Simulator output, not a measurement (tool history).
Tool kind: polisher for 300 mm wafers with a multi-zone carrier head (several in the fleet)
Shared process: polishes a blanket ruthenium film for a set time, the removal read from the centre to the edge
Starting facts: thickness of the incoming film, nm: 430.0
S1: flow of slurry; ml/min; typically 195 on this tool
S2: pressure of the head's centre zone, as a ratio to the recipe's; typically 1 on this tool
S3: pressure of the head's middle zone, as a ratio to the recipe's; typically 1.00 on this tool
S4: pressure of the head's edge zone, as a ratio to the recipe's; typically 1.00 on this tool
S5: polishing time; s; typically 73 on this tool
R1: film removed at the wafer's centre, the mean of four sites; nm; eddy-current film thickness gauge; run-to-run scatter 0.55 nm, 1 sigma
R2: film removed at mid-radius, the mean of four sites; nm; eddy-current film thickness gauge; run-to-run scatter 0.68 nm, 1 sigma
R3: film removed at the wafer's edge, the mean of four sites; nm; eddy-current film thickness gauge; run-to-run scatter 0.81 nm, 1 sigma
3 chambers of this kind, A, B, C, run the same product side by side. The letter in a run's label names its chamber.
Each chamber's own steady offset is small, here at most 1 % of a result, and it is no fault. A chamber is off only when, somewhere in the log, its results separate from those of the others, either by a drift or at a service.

At day 0.050: chamber B: worn pad replaced by a new one.
At day 0.183: chamber A: worn pad replaced by a new one.
At day 0.192: chamber C: worn pad replaced by a new one.
Run 1B, day 0.196: usual settings. Result: R1 81.206 nm, R2 79.761 nm, R3 80.648 nm.
Run 2C, day 0.392: usual settings. Result: R1 80.529 nm, R2 80.843 nm, R3 80.913 nm.
Run 3A, day 0.625: usual settings. Result: R1 80.226 nm, R2 82.502 nm, R3 80.630 nm.
Run 4B, day 0.783: usual settings. Result: R1 81.500 nm, R2 80.756 nm, R3 81.599 nm.
Run 5C, day 1.038: usual settings. Result: R1 79.365 nm, R2 80.530 nm, R3 80.051 nm.
Run 6A, day 1.262: usual settings. Result: R1 79.838 nm, R2 80.625 nm, R3 78.922 nm.
Run 7C, day 1.492: usual settings. Result: R1 79.864 nm, R2 81.215 nm, R3 81.465 nm.
At day 1.562: chamber A: worn pad replaced by a new one.
Run 8B, day 1.629: usual settings. Result: R1 82.156 nm, R2 80.638 nm, R3 80.776 nm.
Run 9A, day 1.788: usual settings. Result: R1 80.087 nm, R2 81.932 nm, R3 80.742 nm.
Run 10B, day 1.975: usual settings but S3 1.08. Result: R1 81.844 nm, R2 85.790 nm, R3 80.266 nm.
Run 11A, day 2.167: usual settings but S3 1.08. Result: R1 80.491 nm, R2 87.721 nm, R3 80.356 nm.
Run 12C, day 2.421: usual settings but S3 1.08. Result: R1 80.246 nm, R2 86.704 nm, R3 80.549 nm.
At day 2.529: chamber B: centre zone pressure recalibrated.
Run 13B, day 2.717: usual settings. Result: R1 78.244 nm, R2 80.608 nm, R3 80.871 nm.
Run 14A, day 2.883: usual settings. Result: R1 80.119 nm, R2 82.073 nm, R3 81.682 nm.
At day 3.004: chamber B: worn pad replaced by a new one.
Run 15C, day 3.021: usual settings. Result: R1 80.040 nm, R2 81.803 nm, R3 80.230 nm.
Run 16A, day 3.158: usual settings. Result: R1 80.395 nm, R2 81.747 nm, R3 81.247 nm.
At day 3.229: chamber C: edge zone pressure recalibrated.
At day 3.350: chamber A: worn pad replaced by a new one.
Run 17C, day 3.371: usual settings but S4 1.06, S5 86 s. Result: R1 95.184 nm, R2 96.503 nm, R3 98.234 nm.
Run 18B, day 3.658: usual settings but S4 1.06, S5 86 s. Result: R1 92.123 nm, R2 95.059 nm, R3 100.940 nm.
At day 3.758: chamber A: centre zone pressure recalibrated.
Run 19B, day 3.925: usual settings but S4 1.06, S5 86 s. Result: R1 91.775 nm, R2 93.808 nm, R3 99.206 nm.
Run 20A, day 4.196: usual settings. Result: R1 80.412 nm, R2 80.049 nm, R3 79.912 nm.
Run 21C, day 4.392: usual settings but S4 0.91. Result: R1 79.906 nm, R2 80.481 nm, R3 78.572 nm.
Run 22B, day 4.575: usual settings but S4 0.91. Result: R1 78.781 nm, R2 80.641 nm, R3 77.531 nm.
Run 23A, day 4.738: usual settings but S4 0.91. Result: R1 80.525 nm, R2 81.324 nm, R3 75.145 nm.
Run 24C, day 4.917: usual settings. Result: R1 80.003 nm, R2 81.079 nm, R3 80.734 nm.
At day 4.929: chamber A: worn pad replaced by a new one.
At day 5.008: chamber C: worn pad replaced by a new one.
Run 25B, day 5.129: usual settings. Result: R1 77.780 nm, R2 80.172 nm, R3 79.418 nm.
Run 26A, day 5.283: usual settings. Result: R1 79.244 nm, R2 81.521 nm, R3 79.872 nm.
Run 27C, day 5.508: usual settings. Result: R1 80.590 nm, R2 82.487 nm, R3 82.872 nm.
Run 28A, day 5.754: usual settings. Result: R1 80.441 nm, R2 80.904 nm, R3 79.728 nm.
Run 29C, day 5.921: usual settings. Result: R1 79.999 nm, R2 80.523 nm, R3 80.991 nm.
At day 6.079: chamber B: edge zone pressure recalibrated.
At day 6.092: chamber B: worn pad replaced by a new one.
Run 30B, day 6.096: usual settings but S5 88 s. Result: R1 93.238 nm, R2 96.727 nm, R3 95.442 nm.
Run 31B, day 6.379: usual settings but S5 88 s. Result: R1 92.043 nm, R2 95.863 nm, R3 98.079 nm.
At day 6.471: chamber A: worn pad replaced by a new one.
Run 32A, day 6.612: usual settings but S5 88 s. Result: R1 97.123 nm, R2 97.809 nm, R3 96.929 nm.
Run 33C, day 6.854: usual settings. Result: R1 80.748 nm, R2 81.227 nm, R3 81.258 nm.
Run 34A, day 7.000: usual settings. Result: R1 79.615 nm, R2 80.958 nm, R3 82.026 nm.
At day 7.146: chamber C: centre zone pressure recalibrated.
Run 35B, day 7.288: usual settings. Result: R1 78.047 nm, R2 79.282 nm, R3 81.808 nm.
Run 36C, day 7.488: usual settings. Result: R1 81.234 nm, R2 80.681 nm, R3 79.939 nm.
Run 37A, day 7.696: usual settings. Result: R1 80.852 nm, R2 81.655 nm, R3 80.405 nm.
Run 38C, day 7.867: usual settings. Result: R1 80.030 nm, R2 80.679 nm, R3 80.524 nm.

Has any chamber moved away from the others, gradually or after a service, or does the common gauge drift, or do the chambers differ only by their own small steady offsets? State the chamber and the most likely cause if one applies.

Chamber B came out of a service off from its peers and stayed that way.
Likeliest cause: centre zone's pressure below its setpoint, % = 3.94.

Below are 4 candidate recipes for chamber B's next run, each the usual settings with a change, their results shown as question marks. Which of them brings B's results back in line with what the other chambers give on the usual settings?
Counts as in line when no further than this from what the other chambers average on the usual settings: R1 1.900 nm; R2 2.400 nm; R3 2.800 nm
Run 39B-1, day 8.088: usual settings but S1 190 ml/min, S2 0.95, S3 0.99, S4 1.03, S5 72 s. Result: R1 ?, R2 ?, R3 ?.
Run 39B-2, day 8.088: usual settings but S1 200 ml/min, S2 1.02, S4 0.99. Result: R1 ?, R2 ?, R3 ?.
Run 39B-3, day 8.088: usual settings but S1 200 ml/min, S2 1.05, S3 1.01, S4 0.97, S5 74 s. Result: R1 ?, R2 ?, R3 ?.
Run 39B-4, day 8.088: usual settings but S1 190 ml/min, S2 0.98, S4 1.01. Result: R1 ?, R2 ?, R3 ?.

Mean of the other chambers on the usual settings: R1 80.436 nm; R2 81.179 nm; R3 80.869 nm
  run      R1      R2      R3
39B-1  71.914  77.991  81.284
39B-2  79.594  80.409  81.195
39B-3  83.311  82.242  81.439
39B-4  75.480  79.792  81.562
With 39B-2, the chamber falls back in line with the rest.
